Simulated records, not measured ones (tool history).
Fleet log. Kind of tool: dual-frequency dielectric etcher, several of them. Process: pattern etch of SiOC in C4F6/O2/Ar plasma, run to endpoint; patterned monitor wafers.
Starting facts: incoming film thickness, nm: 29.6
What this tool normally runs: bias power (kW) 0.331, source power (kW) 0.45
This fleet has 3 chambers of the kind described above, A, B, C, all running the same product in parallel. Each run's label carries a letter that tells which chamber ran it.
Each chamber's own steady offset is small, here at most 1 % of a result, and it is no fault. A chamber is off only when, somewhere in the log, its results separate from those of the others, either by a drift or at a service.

| run | hour | bias power (kW) | source power (kW) | endpoint time (s) |
|---|---|---|---|---|
| 1B | 11.5 | 0.331 | 0.45 | 11.17 |
| 2C | 19 | 0.331 | 0.45 | 11.079 |
| 3A | 33.4 | 0.331 | 0.45 | 11.072 |
| 4C | 40.8 | 0.331 | 0.45 | 10.941 |
| 5A | 50.4 | 0.331 | 0.45 | 10.887 |
| 6B | 62.4 | 0.293 | 0.45 | 11.501 |
| 7A | 71.9 | 0.293 | 0.45 | 11.488 |
| 8C | 88.1 | 0.293 | 0.45 | 11.517 |
| 9B | 96.2 | 0.331 | 0.45 | 11.195 |
| 10C | 109.3 | 0.331 | 0.45 | 11.044 |
|  | 112.2 | chamber A: wet clean of the chamber |
| 11B | 117 | 0.331 | 0.45 | 11.047 |
| 12A | 126.8 | 0.331 | 0.45 | 11.048 |
|  | 130.6 | chamber C: wet clean of the chamber |
| 13A | 143.5 | 0.331 | 0.45 | 10.973 |
| 14C | 156 | 0.331 | 0.45 | 11.084 |
| 15B | 169.1 | 0.331 | 0.45 | 11.08 |
| 16B | 180.6 | 0.331 | 0.45 | 10.934 |
| 17C | 195.5 | 0.331 | 0.45 | 11.092 |
|  | 198.8 | chamber C: bias power generator calibrated |
| 18A | 206.3 | 0.331 | 0.45 | 10.927 |
| 19B | 214.9 | 0.363 | 0.51 | 10.384 |
| 20C | 228.2 | 0.363 | 0.51 | 10.444 |
| 21A | 240.3 | 0.363 | 0.51 | 10.306 |
| 22C | 248.8 | 0.299 | 0.45 | 11.505 |
| 23A | 261.7 | 0.299 | 0.45 | 11.352 |
| 24B | 270.5 | 0.299 | 0.45 | 11.405 |
| 25B | 285.2 | 0.331 | 0.45 | 10.915 |
| 26A | 300.7 | 0.331 | 0.45 | 10.9 |
| 27C | 314 | 0.331 | 0.45 | 11.167 |
| 28A | 325.9 | 0.331 | 0.45 | 11.127 |

All 3 chambers run these settings next. Forecast each chamber's results:
| 29A | 337.8 | 0.36 | 0.45 | ? |
| 29B | 337.8 | 0.36 | 0.45 | ? |
| 29C | 337.8 | 0.36 | 0.45 | ? |

| run | endpoint time (s) |
|---|---|
| 29A | 10.679 |
| 29B | 10.782 |
| 29C | 10.855 |

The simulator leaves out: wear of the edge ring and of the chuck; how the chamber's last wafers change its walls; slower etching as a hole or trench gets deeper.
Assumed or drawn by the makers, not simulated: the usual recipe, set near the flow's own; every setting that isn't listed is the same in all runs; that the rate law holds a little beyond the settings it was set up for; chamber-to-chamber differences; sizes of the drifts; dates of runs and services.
